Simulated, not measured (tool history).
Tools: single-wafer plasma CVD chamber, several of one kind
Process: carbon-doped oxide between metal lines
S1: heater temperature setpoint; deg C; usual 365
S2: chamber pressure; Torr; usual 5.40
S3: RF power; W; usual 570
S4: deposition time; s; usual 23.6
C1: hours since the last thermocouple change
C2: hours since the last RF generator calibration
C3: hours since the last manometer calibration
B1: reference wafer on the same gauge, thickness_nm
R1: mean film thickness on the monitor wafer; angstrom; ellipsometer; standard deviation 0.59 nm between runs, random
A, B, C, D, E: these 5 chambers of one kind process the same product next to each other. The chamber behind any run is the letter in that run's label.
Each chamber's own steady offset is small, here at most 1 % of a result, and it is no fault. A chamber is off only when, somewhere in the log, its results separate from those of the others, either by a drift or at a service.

Run 1C, hour 13.6: usual settings; C1 672.9; C2 1004.3; C3 2657.7; B1 106.82. Result: R1 1291.2 angstrom.
Run 2B, hour 27.1: usual settings; C1 55.0; C2 74.0; C3 755.9; B1 107.02. Result: R1 1270.1 angstrom.
Run 3E, hour 38.3: usual settings; C1 1810.2; C2 344.9; C3 2110.6; B1 106.92. Result: R1 1285.6 angstrom.
Run 4A, hour 52.8: usual settings; C1 594.4; C2 1297.0; C3 1016.8; B1 106.97. Result: R1 1282.8 angstrom.
Run 5D, hour 67.4: usual settings but S1 359 deg C; C1 78.5; C2 1532.2; C3 1126.9; B1 106.96. Result: R1 1299.1 angstrom.
Run 6B, hour 77.3: usual settings but S1 359 deg C; C1 105.2; C2 124.2; C3 806.1; B1 107.00. Result: R1 1297.5 angstrom.
Run 7D, hour 84.0: usual settings but S1 359 deg C; C1 95.1; C2 1548.8; C3 1143.5; B1 106.91. Result: R1 1302.0 angstrom.
Run 8E, hour 96.5: usual settings but S1 359 deg C; C1 1868.4; C2 403.1; C3 2168.8; B1 106.97. Result: R1 1305.8 angstrom.
Run 9A, hour 107.1: usual settings but S1 359 deg C; C1 648.7; C2 1351.3; C3 1071.1; B1 106.96. Result: R1 1295.3 angstrom.
At hour 107.3: chamber E: thermocouple changed; heater temperature recalibrated.
Run 10C, hour 121.5: usual settings; C1 780.8; C2 1112.2; C3 2765.6; B1 106.98. Result: R1 1276.0 angstrom.
Run 11B, hour 135.3: usual settings; C1 163.2; C2 182.2; C3 864.1; B1 107.13. Result: R1 1274.4 angstrom.
Run 12E, hour 148.1: usual settings; C1 40.9; C2 454.7; C3 2220.4; B1 106.96. Result: R1 1271.1 angstrom.
Run 13D, hour 158.0: usual settings; C1 169.1; C2 1622.8; C3 1217.5; B1 107.07. Result: R1 1281.2 angstrom.
Run 14A, hour 171.7: usual settings; C1 713.3; C2 1415.9; C3 1135.7; B1 106.93. Result: R1 1285.7 angstrom.
Run 15C, hour 182.7: usual settings; C1 842.0; C2 1173.4; C3 2826.8; B1 106.96. Result: R1 1279.7 angstrom.
Run 16B, hour 194.6: usual settings; C1 222.5; C2 241.5; C3 923.4; B1 107.09. Result: R1 1272.3 angstrom.
At hour 200.2: chamber C: capacitance manometer re-zeroed and calibrated.
Run 17C, hour 204.7: usual settings; C1 864.0; C2 1195.4; C3 4.6; B1 107.11. Result: R1 1280.1 angstrom.
Run 18E, hour 218.5: usual settings; C1 111.3; C2 525.1; C3 2290.8; B1 106.96. Result: R1 1269.2 angstrom.
Run 19A, hour 228.9: usual settings; C1 770.5; C2 1473.1; C3 1192.9; B1 107.10. Result: R1 1291.5 angstrom.
At hour 230.7: chamber A: RF generator calibrated.
Run 20D, hour 243.1: usual settings; C1 254.2; C2 1707.9; C3 1302.6; B1 106.99. Result: R1 1285.8 angstrom.
Run 21E, hour 258.3: usual settings; C1 151.1; C2 564.9; C3 2330.6; B1 106.90. Result: R1 1250.0 angstrom.
Run 22D, hour 273.1: usual settings; C1 284.2; C2 1737.9; C3 1332.6; B1 106.82. Result: R1 1282.0 angstrom.
Run 23B, hour 279.8: usual settings; C1 307.7; C2 326.7; C3 1008.6; B1 106.97. Result: R1 1272.5 angstrom.
Run 24A, hour 294.7: usual settings; C1 836.3; C2 64.1; C3 1258.7; B1 107.07. Result: R1 1277.6 angstrom.
Run 25C, hour 308.4: usual settings; C1 967.7; C2 1299.1; C3 108.3; B1 107.12. Result: R1 1289.8 angstrom.
Run 26A, hour 315.9: usual settings; C1 857.5; C2 85.3; C3 1279.9; B1 107.09. Result: R1 1278.8 angstrom.
Run 27B, hour 326.7: usual settings; C1 354.6; C2 373.6; C3 1055.5; B1 107.05. Result: R1 1270.6 angstrom.
At hour 333.8: chamber E: capacitance manometer re-zeroed and calibrated.
Run 28E, hour 336.4: usual settings; C1 229.2; C2 643.0; C3 2.7; B1 106.93. Result: R1 1245.0 angstrom.
Run 29D, hour 348.8: usual settings but S2 4.54 Torr; C1 359.9; C2 1813.6; C3 1408.3; B1 107.04. Result: R1 1249.0 angstrom.
Run 30C, hour 361.2: usual settings but S2 4.54 Torr; C1 1020.5; C2 1351.9; C3 161.1; B1 107.04. Result: R1 1245.1 angstrom.
At hour 367.9: chamber D: RF generator calibrated.
Run 31A, hour 373.7: usual settings but S2 4.54 Torr; C1 915.3; C2 143.1; C3 1337.7; B1 107.06. Result: R1 1257.1 angstrom.
Run 32D, hour 387.9: usual settings but S2 4.54 Torr; C1 399.0; C2 20.1; C3 1447.4; B1 107.05. Result: R1 1253.8 angstrom.
Run 33C, hour 398.5: usual settings but S2 4.54 Torr; C1 1057.8; C2 1389.2; C3 198.4; B1 107.11. Result: R1 1245.4 angstrom.
Run 34B, hour 409.4: usual settings; C1 437.3; C2 456.3; C3 1138.2; B1 106.99. Result: R1 1275.9 angstrom.
Run 35E, hour 417.4: usual settings; C1 310.2; C2 724.0; C3 83.7; B1 106.92. Result: R1 1237.0 angstrom.
Run 36B, hour 428.5: usual settings; C1 456.4; C2 475.4; C3 1157.3; B1 107.09. Result: R1 1273.3 angstrom.

What goes on in this fleet: one chamber off, a drifting gauge, or nothing beyond the chambers' own small offsets? Name the chamber and the cause, if any.

One chamber, E, drifts off from the rest bit by bit.
Most likely cause: delivered RF power below the setpoint (%) = 6.07.

Below are 4 candidate recipes for chamber E's next run, each the usual settings with a change, their results shown as question marks. Which of them brings E's results back in line with what the other chambers give on the usual settings?
Allowed miss from the other chambers' usual-settings mean, per result, to count as in line: R1 21.0 angstrom
Run 37E-1, hour 439.5: usual settings but S2 5.39 Torr, S4 23.5 s. Result: R1 ?.
Run 37E-2, hour 439.5: usual settings but S2 5.41 Torr, S4 23.7 s. Result: R1 ?.
Run 37E-3, hour 439.5: usual settings but S2 5.36 Torr, S4 22.8 s. Result: R1 ?.
Run 37E-4, hour 439.5: usual settings but S2 5.43 Torr, S3 580 W, S4 24.2 s. Result: R1 ?.

The mean the other chambers reach with the usual settings: R1 1279.8 angstrom
  run      R1
37E-1  1228.8
37E-2  1239.8
37E-3  1191.9
37E-4  1279.9
37E-4 brings the chamber back in line.
